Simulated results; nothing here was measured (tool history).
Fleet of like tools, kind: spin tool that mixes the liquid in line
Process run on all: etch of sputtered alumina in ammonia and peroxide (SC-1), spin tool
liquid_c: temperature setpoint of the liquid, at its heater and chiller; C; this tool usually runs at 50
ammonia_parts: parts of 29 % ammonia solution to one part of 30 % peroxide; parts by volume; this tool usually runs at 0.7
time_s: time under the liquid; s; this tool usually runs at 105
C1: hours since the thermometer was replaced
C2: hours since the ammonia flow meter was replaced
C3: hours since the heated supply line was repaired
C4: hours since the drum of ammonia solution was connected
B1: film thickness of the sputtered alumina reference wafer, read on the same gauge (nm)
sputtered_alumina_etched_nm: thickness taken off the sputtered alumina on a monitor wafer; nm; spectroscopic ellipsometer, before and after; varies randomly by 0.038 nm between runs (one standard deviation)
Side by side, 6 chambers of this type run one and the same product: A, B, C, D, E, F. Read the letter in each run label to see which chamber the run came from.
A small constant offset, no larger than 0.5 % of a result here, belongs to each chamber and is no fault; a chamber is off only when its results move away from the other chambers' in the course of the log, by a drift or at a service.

Run 1E, hour 9.2: usual settings; C1 2125.5; C2 358.6; C3 3095; C4 139.3; B1 130.02. Result: sputtered_alumina_etched_nm 6.0115 nm.
At hour 11.9: chamber A: heated supply line repaired.
Run 2F, hour 16.9: usual settings; C1 23.3; C2 372.9; C3 267.3; C4 193.7; B1 130. Result: sputtered_alumina_etched_nm 5.935 nm.
Run 3C, hour 24.5: usual settings; C1 2448.8; C2 511.7; C3 1528.5; C4 42.8; B1 129.99. Result: sputtered_alumina_etched_nm 6.0122 nm.
At hour 29.7: chamber B: new drum of ammonia solution connected.
Run 4D, hour 32.4: usual settings; C1 281.9; C2 815.3; C3 589.4; C4 168.3; B1 129.95. Result: sputtered_alumina_etched_nm 6.0679 nm.
Run 5A, hour 37.5: usual settings; C1 627.2; C2 580.2; C3 25.6; C4 554.3; B1 130.05. Result: sputtered_alumina_etched_nm 5.9878 nm.
At hour 39.2: chamber B: ammonia flow meter replaced.
Run 6B, hour 42.2: usual settings; C1 403.7; C2 3.1; C3 470; C4 12.5; B1 130. Result: sputtered_alumina_etched_nm 5.9913 nm.
Run 7B, hour 50: usual settings; C1 411.5; C2 10.9; C3 477.8; C4 20.3; B1 130. Result: sputtered_alumina_etched_nm 5.9885 nm.
Run 8F, hour 56.6: usual settings but liquid_c 59.5 C, ammonia_parts 0.35 parts by volume; C1 63; C2 412.6; C3 307; C4 233.4; B1 129.98. Result: sputtered_alumina_etched_nm 9.3913 nm.
Run 9E, hour 63.7: usual settings but liquid_c 59.5 C, ammonia_parts 0.35 parts by volume; C1 2180; C2 413.1; C3 3149.5; C4 193.8; B1 129.95. Result: sputtered_alumina_etched_nm 9.1999 nm.
Run 10A, hour 70.4: usual settings but liquid_c 59.5 C, ammonia_parts 0.35 parts by volume; C1 660.1; C2 613.1; C3 58.5; C4 587.2; B1 129.98. Result: sputtered_alumina_etched_nm 9.2907 nm.
Run 11C, hour 76.9: usual settings but liquid_c 59.5 C, ammonia_parts 0.35 parts by volume; C1 2501.2; C2 564.1; C3 1580.9; C4 95.2; B1 129.99. Result: sputtered_alumina_etched_nm 9.372 nm.
Run 12D, hour 86.2: usual settings but liquid_c 59.5 C, ammonia_parts 0.35 parts by volume; C1 335.7; C2 869.1; C3 643.2; C4 222.1; B1 130. Result: sputtered_alumina_etched_nm 9.2038 nm.
At hour 87.7: chamber C: ammonia flow meter replaced.
Run 13C, hour 96.7: usual settings but liquid_c 59.5 C, ammonia_parts 0.35 parts by volume; C1 2521; C2 9; C3 1600.7; C4 115; B1 129.99. Result: sputtered_alumina_etched_nm 9.3283 nm.
Run 14F, hour 105.4: usual settings; C1 111.8; C2 461.4; C3 355.8; C4 282.2; B1 129.99. Result: sputtered_alumina_etched_nm 5.9796 nm.
Run 15D, hour 113.7: usual settings; C1 363.2; C2 896.6; C3 670.7; C4 249.6; B1 130.04. Result: sputtered_alumina_etched_nm 5.8829 nm.
Run 16A, hour 120.4: usual settings; C1 710.1; C2 663.1; C3 108.5; C4 637.2; B1 129.99. Result: sputtered_alumina_etched_nm 5.9762 nm.
Run 17E, hour 127.8: usual settings; C1 2244.1; C2 477.2; C3 3213.6; C4 257.9; B1 129.98. Result: sputtered_alumina_etched_nm 6.0513 nm.
Run 18B, hour 138.2: usual settings; C1 499.7; C2 99.1; C3 566; C4 108.5; B1 130.04. Result: sputtered_alumina_etched_nm 5.9339 nm.
Run 19D, hour 147: usual settings; C1 396.5; C2 929.9; C3 704; C4 282.9; B1 130.03. Result: sputtered_alumina_etched_nm 5.9956 nm.
Run 20C, hour 153: usual settings; C1 2577.3; C2 65.3; C3 1657; C4 171.3; B1 129.99. Result: sputtered_alumina_etched_nm 5.9787 nm.
Run 21B, hour 159.2: usual settings but time_s 130 s; C1 520.7; C2 120.1; C3 587; C4 129.5; B1 130.05. Result: sputtered_alumina_etched_nm 7.4272 nm.
Run 22A, hour 164.5: usual settings but time_s 130 s; C1 754.2; C2 707.2; C3 152.6; C4 681.3; B1 129.97. Result: sputtered_alumina_etched_nm 7.5177 nm.
Run 23F, hour 169.6: usual settings but time_s 130 s; C1 176; C2 525.6; C3 420; C4 346.4; B1 129.95. Result: sputtered_alumina_etched_nm 7.3939 nm.
Run 24E, hour 177.8: usual settings but time_s 130 s; C1 2294.1; C2 527.2; C3 3263.6; C4 307.9; B1 130.04. Result: sputtered_alumina_etched_nm 7.4312 nm.
Run 25B, hour 185.1: usual settings but time_s 130 s; C1 546.6; C2 146; C3 612.9; C4 155.4; B1 129.98. Result: sputtered_alumina_etched_nm 7.3943 nm.
Run 26A, hour 195.5: usual settings but time_s 130 s; C1 785.2; C2 738.2; C3 183.6; C4 712.3; B1 130.03. Result: sputtered_alumina_etched_nm 7.4312 nm.
Run 27E, hour 202.1: usual settings; C1 2318.4; C2 551.5; C3 3287.9; C4 332.2; B1 129.97. Result: sputtered_alumina_etched_nm 6.0302 nm.
Run 28F, hour 209: usual settings; C1 215.4; C2 565; C3 459.4; C4 385.8; B1 130.02. Result: sputtered_alumina_etched_nm 6.0194 nm.
Run 29C, hour 218.9: usual settings but liquid_c 41 C; C1 2643.2; C2 131.2; C3 1722.9; C4 237.2; B1 130.04. Result: sputtered_alumina_etched_nm 3.5464 nm.
Run 30D, hour 225.3: usual settings but liquid_c 41 C; C1 474.8; C2 1008.2; C3 782.3; C4 361.2; B1 130.04. Result: sputtered_alumina_etched_nm 3.6192 nm.
At hour 229: chamber C: new drum of ammonia solution connected.
Run 31F, hour 235.2: usual settings but liquid_c 41 C; C1 241.6; C2 591.2; C3 485.6; C4 412; B1 130.03. Result: sputtered_alumina_etched_nm 3.6222 nm.
Run 32C, hour 245.3: usual settings but liquid_c 41 C; C1 2669.6; C2 157.6; C3 1749.3; C4 16.3; B1 130.03. Result: sputtered_alumina_etched_nm 3.5792 nm.
Run 33A, hour 255.5: usual settings but liquid_c 41 C; C1 845.2; C2 798.2; C3 243.6; C4 772.3; B1 129.99. Result: sputtered_alumina_etched_nm 3.629 nm.
At hour 258: chamber E: new drum of ammonia solution connected.
Run 34B, hour 261.6: usual settings but liquid_c 41 C; C1 623.1; C2 222.5; C3 689.4; C4 231.9; B1 130.02. Result: sputtered_alumina_etched_nm 3.5578 nm.
Run 35E, hour 268.8: usual settings; C1 2385.1; C2 618.2; C3 3354.6; C4 10.8; B1 129.97. Result: sputtered_alumina_etched_nm 5.9908 nm.
Run 36D, hour 274.2: usual settings; C1 523.7; C2 1057.1; C3 831.2; C4 410.1; B1 130. Result: sputtered_alumina_etched_nm 5.9967 nm.
Run 37B, hour 280.3: usual settings but liquid_c 44.5 C, time_s 55 s; C1 641.8; C2 241.2; C3 708.1; C4 250.6; B1 129.98. Result: sputtered_alumina_etched_nm 2.2696 nm.

What goes on in this fleet: one chamber off, a drifting gauge, or nothing beyond the chambers' own small offsets? Name the chamber and the cause, if any.

The fleet is healthy, with each chamber sitting at its usual small offset and no drift in the gauge.

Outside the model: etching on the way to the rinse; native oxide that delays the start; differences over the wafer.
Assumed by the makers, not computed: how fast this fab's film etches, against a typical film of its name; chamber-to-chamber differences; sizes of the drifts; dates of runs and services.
